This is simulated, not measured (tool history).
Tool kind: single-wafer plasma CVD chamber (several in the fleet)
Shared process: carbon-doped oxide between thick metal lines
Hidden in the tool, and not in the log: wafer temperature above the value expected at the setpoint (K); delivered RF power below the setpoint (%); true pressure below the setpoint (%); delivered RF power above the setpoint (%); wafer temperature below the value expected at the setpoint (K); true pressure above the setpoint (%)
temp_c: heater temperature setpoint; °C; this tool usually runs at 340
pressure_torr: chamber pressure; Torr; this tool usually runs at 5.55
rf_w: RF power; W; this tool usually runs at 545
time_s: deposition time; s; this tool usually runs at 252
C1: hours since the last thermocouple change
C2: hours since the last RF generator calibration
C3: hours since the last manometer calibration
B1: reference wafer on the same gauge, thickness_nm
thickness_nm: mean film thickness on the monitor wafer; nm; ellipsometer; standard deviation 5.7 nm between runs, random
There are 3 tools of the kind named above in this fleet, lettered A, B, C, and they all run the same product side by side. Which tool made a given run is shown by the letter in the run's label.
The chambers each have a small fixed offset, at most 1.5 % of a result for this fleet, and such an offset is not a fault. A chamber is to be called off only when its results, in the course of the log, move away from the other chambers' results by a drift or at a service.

{"run": "1B", "day": 0.458, "temp_c": 340, "pressure_torr": 5.55, "rf_w": 545, "time_s": 252, "C1": 745.5, "C2": 564.4, "C3": 797.9, "B1": 1380, "thickness_nm": 1407.4}
{"run": "2A", "day": 0.846, "temp_c": 340, "pressure_torr": 5.55, "rf_w": 545, "time_s": 252, "C1": 1573.5, "C2": 339.9, "C3": 1154.2, "B1": 1380.2, "thickness_nm": 1387.7}
{"run": "3C", "day": 1.158, "temp_c": 340, "pressure_torr": 5.55, "rf_w": 545, "time_s": 252, "C1": 588.5, "C2": 1208.6, "C3": 1561.2, "B1": 1380.9, "thickness_nm": 1380.8}
{"run": "4B", "day": 1.517, "temp_c": 340, "pressure_torr": 5.55, "rf_w": 545, "time_s": 252, "C1": 770.9, "C2": 589.8, "C3": 823.3, "B1": 1379.5, "thickness_nm": 1415.6}
{"run": "5A", "day": 1.817, "temp_c": 340, "pressure_torr": 5.55, "rf_w": 545, "time_s": 252, "C1": 1596.8, "C2": 363.2, "C3": 1177.5, "B1": 1381.7, "thickness_nm": 1386.7}
{"run": "6C", "day": 2.229, "temp_c": 340, "pressure_torr": 5.55, "rf_w": 545, "time_s": 252, "C1": 614.2, "C2": 1234.3, "C3": 1586.9, "B1": 1381.1, "thickness_nm": 1384.8}
{"run": "7B", "day": 2.567, "temp_c": 340, "pressure_torr": 5.55, "rf_w": 545, "time_s": 252, "C1": 796.1, "C2": 615, "C3": 848.5, "B1": 1379.3, "thickness_nm": 1409.5}
{"run": "8A", "day": 2.867, "temp_c": 340, "pressure_torr": 5.55, "rf_w": 545, "time_s": 252, "C1": 1622, "C2": 388.4, "C3": 1202.7, "B1": 1379.1, "thickness_nm": 1377.8}
{"run": "9C", "day": 3.154, "temp_c": 340, "pressure_torr": 5.55, "rf_w": 545, "time_s": 252, "C1": 636.4, "C2": 1256.5, "C3": 1609.1, "B1": 1379.2, "thickness_nm": 1381.6}
{"day": 3.504, "done": "chamber A: thermocouple changed; heater temperature recalibrated"}
{"run": "10C", "day": 3.592, "temp_c": 340, "pressure_torr": 5.55, "rf_w": 545, "time_s": 252, "C1": 646.9, "C2": 1267, "C3": 1619.6, "B1": 1380.1, "thickness_nm": 1377.5}
{"run": "11B", "day": 3.871, "temp_c": 340, "pressure_torr": 5.55, "rf_w": 625, "time_s": 252, "C1": 827.4, "C2": 646.3, "C3": 879.8, "B1": 1380.3, "thickness_nm": 1520}
{"run": "12A", "day": 4.146, "temp_c": 340, "pressure_torr": 5.55, "rf_w": 625, "time_s": 252, "C1": 15.4, "C2": 419.1, "C3": 1233.4, "B1": 1382, "thickness_nm": 1491.9}
{"run": "13A", "day": 4.546, "temp_c": 340, "pressure_torr": 5.55, "rf_w": 625, "time_s": 252, "C1": 25, "C2": 428.7, "C3": 1243, "B1": 1377.7, "thickness_nm": 1484}
{"run": "14C", "day": 4.854, "temp_c": 340, "pressure_torr": 5.55, "rf_w": 545, "time_s": 252, "C1": 677.2, "C2": 1297.3, "C3": 1649.9, "B1": 1380.1, "thickness_nm": 1377.5}
{"run": "15B", "day": 5.225, "temp_c": 340, "pressure_torr": 5.55, "rf_w": 545, "time_s": 252, "C1": 859.9, "C2": 678.8, "C3": 912.3, "B1": 1378.7, "thickness_nm": 1401.3}
{"run": "16B", "day": 5.575, "temp_c": 340, "pressure_torr": 5.55, "rf_w": 545, "time_s": 252, "C1": 868.3, "C2": 687.2, "C3": 920.7, "B1": 1380.7, "thickness_nm": 1401.9}
{"run": "17A", "day": 6.067, "temp_c": 340, "pressure_torr": 5.55, "rf_w": 545, "time_s": 252, "C1": 61.5, "C2": 465.2, "C3": 1279.5, "B1": 1379.9, "thickness_nm": 1363.7}
{"run": "18C", "day": 6.358, "temp_c": 340, "pressure_torr": 5.55, "rf_w": 545, "time_s": 252, "C1": 713.3, "C2": 1333.4, "C3": 1686, "B1": 1379.1, "thickness_nm": 1383.2}
{"run": "19A", "day": 6.683, "temp_c": 340, "pressure_torr": 5.55, "rf_w": 545, "time_s": 252, "C1": 76.3, "C2": 480, "C3": 1294.3, "B1": 1380.9, "thickness_nm": 1363}
{"run": "20C", "day": 6.971, "temp_c": 340, "pressure_torr": 5.55, "rf_w": 545, "time_s": 252, "C1": 728, "C2": 1348.1, "C3": 1700.7, "B1": 1379.6, "thickness_nm": 1362.4}
{"run": "21B", "day": 7.521, "temp_c": 340, "pressure_torr": 5.55, "rf_w": 545, "time_s": 252, "C1": 915, "C2": 733.9, "C3": 967.4, "B1": 1381.2, "thickness_nm": 1411.6}
{"run": "22A", "day": 8.067, "temp_c": 340, "pressure_torr": 5.55, "rf_w": 545, "time_s": 252, "C1": 109.5, "C2": 513.2, "C3": 1327.5, "B1": 1380.3, "thickness_nm": 1352.7}
{"run": "23B", "day": 8.471, "temp_c": 340, "pressure_torr": 5.55, "rf_w": 545, "time_s": 272, "C1": 937.8, "C2": 756.7, "C3": 990.2, "B1": 1380.2, "thickness_nm": 1502.8}
{"run": "24C", "day": 8.967, "temp_c": 340, "pressure_torr": 5.55, "rf_w": 545, "time_s": 272, "C1": 775.9, "C2": 1396, "C3": 1748.6, "B1": 1379.2, "thickness_nm": 1489.2}
{"run": "25A", "day": 9.379, "temp_c": 340, "pressure_torr": 5.55, "rf_w": 545, "time_s": 272, "C1": 141, "C2": 544.7, "C3": 1359, "B1": 1379.2, "thickness_nm": 1453}
{"run": "26C", "day": 9.625, "temp_c": 340, "pressure_torr": 5.55, "rf_w": 545, "time_s": 252, "C1": 791.7, "C2": 1411.8, "C3": 1764.4, "B1": 1380.8, "thickness_nm": 1381}
{"run": "27B", "day": 9.912, "temp_c": 340, "pressure_torr": 5.55, "rf_w": 545, "time_s": 252, "C1": 972.4, "C2": 791.3, "C3": 1024.8, "B1": 1378.2, "thickness_nm": 1404.6}
{"run": "28C", "day": 10.221, "temp_c": 340, "pressure_torr": 5.55, "rf_w": 545, "time_s": 252, "C1": 806, "C2": 1426.1, "C3": 1778.7, "B1": 1380, "thickness_nm": 1376.7}
{"run": "29B", "day": 10.496, "temp_c": 340, "pressure_torr": 5.55, "rf_w": 545, "time_s": 252, "C1": 986.4, "C2": 805.3, "C3": 1038.8, "B1": 1379, "thickness_nm": 1403.6}
{"run": "30A", "day": 10.796, "temp_c": 340, "pressure_torr": 5.55, "rf_w": 545, "time_s": 252, "C1": 175, "C2": 578.7, "C3": 1393, "B1": 1379.7, "thickness_nm": 1338.7}
{"run": "31A", "day": 11.104, "temp_c": 340, "pressure_torr": 5.55, "rf_w": 545, "time_s": 252, "C1": 182.4, "C2": 586.1, "C3": 1400.4, "B1": 1382.3, "thickness_nm": 1331.5}
{"run": "32C", "day": 11.583, "temp_c": 340, "pressure_torr": 5.55, "rf_w": 545, "time_s": 252, "C1": 838.7, "C2": 1458.8, "C3": 1811.4, "B1": 1379.8, "thickness_nm": 1384.8}
{"run": "33B", "day": 12.121, "temp_c": 340, "pressure_torr": 5.55, "rf_w": 545, "time_s": 252, "C1": 1025.4, "C2": 844.3, "C3": 1077.8, "B1": 1381.7, "thickness_nm": 1405.5}

Does one chamber stand apart from the rest, does the shared gauge drift, or is all well apart from small per-chamber offsets? Give the chamber and the most likely cause, where there is one.

It is chamber A that slowly wanders off from its peers.
What lies behind it: delivered RF power below the setpoint (%) = 6.94.

Which of the 4 candidates below, each the usual settings with something changed and its results left as question marks, puts chamber A back in line with what the other chambers give on the usual settings?
In-line tolerance around the mean of the other chambers on the usual settings: thickness_nm 20 nm
{"run": "34A-1", "day": 12.521, "temp_c": 340, "pressure_torr": 5.59, "rf_w": 555, "time_s": 260, "thickness_nm": "?"}
{"run": "34A-2", "day": 12.521, "temp_c": 334, "pressure_torr": 5.55, "rf_w": 545, "time_s": 252, "thickness_nm": "?"}
{"run": "34A-3", "day": 12.521, "temp_c": 341, "pressure_torr": 5.5, "rf_w": 530, "time_s": 252, "thickness_nm": "?"}
{"run": "34A-4", "day": 12.521, "temp_c": 340, "pressure_torr": 4.29, "rf_w": 545, "time_s": 252, "thickness_nm": "?"}

Other chambers, usual settings, mean: thickness_nm 1391.3 nm
run=34A-1 thickness_nm=1391.8
run=34A-2 thickness_nm=1356.4
run=34A-3 thickness_nm=1304.3
run=34A-4 thickness_nm=1281.2
34A-1 puts the chamber back in line with the other chambers.
